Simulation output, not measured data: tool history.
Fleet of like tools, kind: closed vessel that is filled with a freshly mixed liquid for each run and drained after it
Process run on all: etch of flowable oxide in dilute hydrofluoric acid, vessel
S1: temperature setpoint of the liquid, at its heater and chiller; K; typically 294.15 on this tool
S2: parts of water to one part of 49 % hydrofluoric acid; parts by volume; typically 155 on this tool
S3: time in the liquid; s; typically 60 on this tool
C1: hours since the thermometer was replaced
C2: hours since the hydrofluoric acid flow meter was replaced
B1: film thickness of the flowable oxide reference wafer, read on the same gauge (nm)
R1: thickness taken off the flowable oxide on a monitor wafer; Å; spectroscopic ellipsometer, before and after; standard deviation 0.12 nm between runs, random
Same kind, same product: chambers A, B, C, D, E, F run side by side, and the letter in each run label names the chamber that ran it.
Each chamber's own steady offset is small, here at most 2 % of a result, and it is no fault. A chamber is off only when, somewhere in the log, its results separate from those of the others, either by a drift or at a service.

run   hour      S1   S2  S3      C1      C2      B1      R1
 1B   11.4  294.15  155  60    1301   442.2  109.98  129.99
 2D   25.3  294.15  155  60   243.2   609.3  109.99  131.74
 3C   31.8  294.15  155  60  1183.8   855.5  109.99  129.92
 4E     42  294.15  155  60  1274.3     332  110.01  131.43
 5F   50.4  294.15  155  60  1655.9    1454  110.01  129.61
 6A   58.8  294.15  155  60   319.4     873  109.99  133.84
 7E     67  294.15  155  60  1299.3     357     110  130.14
 8C   73.9  294.15  155  60  1225.9   897.6     110  128.59
 9F   84.3  294.15  155  60  1689.8  1487.9     110  131.67
10B   93.6  294.15  155  60  1383.2   524.4  110.01  128.94
11D  100.1  294.15  155  75     318   684.1  110.01  165.82
12A  109.3  294.15  155  75   369.9   923.5  109.99  164.89
     113.2  -- chamber E: thermometer replaced
13D  118.4  294.15  155  75   336.3   702.4  109.99  165.72
14B  129.1  294.15  155  75  1418.7   559.9     110   161.5
15F  142.9  294.15  155  75  1748.4  1546.5  109.98  162.18
16E  151.5  294.15  155  75    38.3   441.5     110  163.69
17C  158.6  294.15  155  60  1310.6   982.3     110  130.58
18A  170.4  294.15  155  60     431   984.6     110  131.15
19E  180.2  294.15  155  60      67   470.2     110  131.16
20F  194.4  294.15  155  60  1799.9    1598     110  134.01
21B  203.9  294.15  155  60  1493.5   634.7     110  130.43
22C  215.5  294.15  155  60  1367.5  1039.2  109.99  127.58
23A  226.6  294.15  155  60   487.2  1040.8     110  131.77
     232.7  -- chamber D: hydrofluoric acid flow meter replaced
24D  237.3  294.15  155  60   455.2     4.7  109.97  133.82
25C  245.7  294.15  155  60  1397.7  1069.4  110.01  131.84
26A  253.2  294.15  155  60   513.8  1067.4     110   131.4
27B  261.2  294.15  155  60  1550.8     692  109.98  129.62
28D  272.4  294.15  155  60   490.3    39.8  110.02  131.13
29F  278.6  294.15  155  60  1884.1  1682.2     110  131.37
30E  291.9  294.15  155  60   178.7   581.9     110  126.59
31C  302.5  294.15  155  60  1454.5  1126.2  110.01  131.23
32F  312.6  294.15  155  60  1918.1  1716.2  110.02  132.29
33D  321.5  294.15  155  60   539.4    88.9  110.02  135.45
34A  333.1  294.15  155  60   593.7  1147.3     110  132.61
35B  340.5  294.15  155  60  1630.1   771.3  109.98  131.01
36E    347  294.15  155  60   233.8     637     110  122.03
37E  357.9  294.15  155  60   244.7   647.9  109.99  121.31
38C  368.8  294.15  155  60  1520.8  1192.5  109.99  130.88
39F  380.5  294.15  155  60    1986  1784.1  109.99  129.87
40B  388.7  294.15  155  60  1678.3   819.5     110  129.12
41D  398.7  294.15  155  60   616.6   166.1     110  134.79
42A  407.6  294.15  155  60   668.2  1221.8     110  131.21

All chambers now run identical settings, listed one chamber a line with results as question marks. What results will each chamber show?
43A  417.7  294.15  155  60               ?
43B  417.7  294.15  155  60               ?
43C  417.7  294.15  155  60               ?
43D  417.7  294.15  155  60               ?
43E  417.7  294.15  155  60               ?
43F  417.7  294.15  155  60               ?

run      R1
43A  135.58
43B  130.41
43C  131.59
43D  132.74
43E  117.37
43F  131.67
